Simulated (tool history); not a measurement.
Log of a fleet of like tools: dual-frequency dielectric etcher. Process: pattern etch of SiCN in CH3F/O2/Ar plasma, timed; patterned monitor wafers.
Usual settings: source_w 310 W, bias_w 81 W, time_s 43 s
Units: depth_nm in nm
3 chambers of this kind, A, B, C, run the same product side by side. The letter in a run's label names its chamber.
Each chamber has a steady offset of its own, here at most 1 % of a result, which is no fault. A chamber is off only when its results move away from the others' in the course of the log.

run    day  source_w  bias_w  time_s  read-back reference wafer on the same gauge, depth_nm  depth_nm
 1A  0.338       310      81      43                                                     18    15.379
 2C  0.621       310      81      43                                                 18.011    15.432
 3B  0.933       310      81      43                                                 17.998    15.249
 4A  1.271       310      81      43                                                 17.994    15.321
 5C  1.446       310      81      43                                                 18.006    15.334
 6B  1.754       310      81      43                                                 17.993    15.298
 7C  1.921       310      81      43                                                 17.999    15.333
 8A  2.183       310      81      43                                                 18.013    15.348
 9B  2.425       310      81      43                                                 18.006    15.338
10A  2.604       310      81      43                                                 18.002    15.297
11C  2.912       310      81      43                                                 18.003    15.386
12B  3.146       310      81      43                                                 18.011    15.402
13C  3.325       310      81      43                                                 18.006    15.323
     3.442  -- chamber B: wet clean of the chamber
14B  3.621       310      81      43                                                 17.999    15.967
15A  3.946       310      81      43                                                 18.012      15.4
16C  4.275       310      81      43                                                 18.001    15.389
17A  4.438       310      81      43                                                 17.999     15.29
     4.588  -- chamber A: wet clean of the chamber
18B  4.658       310      96    38.5                                                 17.998    15.145
19A  4.867       310      96    38.5                                                 18.015    14.647
20B  5.088       310      96    38.5                                                 17.999    15.246
21C  5.346       310      81      43                                                 18.011    15.272
22B  5.554       310      81      43                                                 17.991    15.986
23C  5.746       310      81      43                                                  18.01    15.465

All 3 chambers run these settings next. Forecast each chamber's results:
24A  5.988       310      81      43                                                                ?
24B  5.988       310      81      43                                                                ?
24C  5.988       310      81      43                                                                ?

run  depth_nm
24A    15.369
24B    15.922
24C    15.473

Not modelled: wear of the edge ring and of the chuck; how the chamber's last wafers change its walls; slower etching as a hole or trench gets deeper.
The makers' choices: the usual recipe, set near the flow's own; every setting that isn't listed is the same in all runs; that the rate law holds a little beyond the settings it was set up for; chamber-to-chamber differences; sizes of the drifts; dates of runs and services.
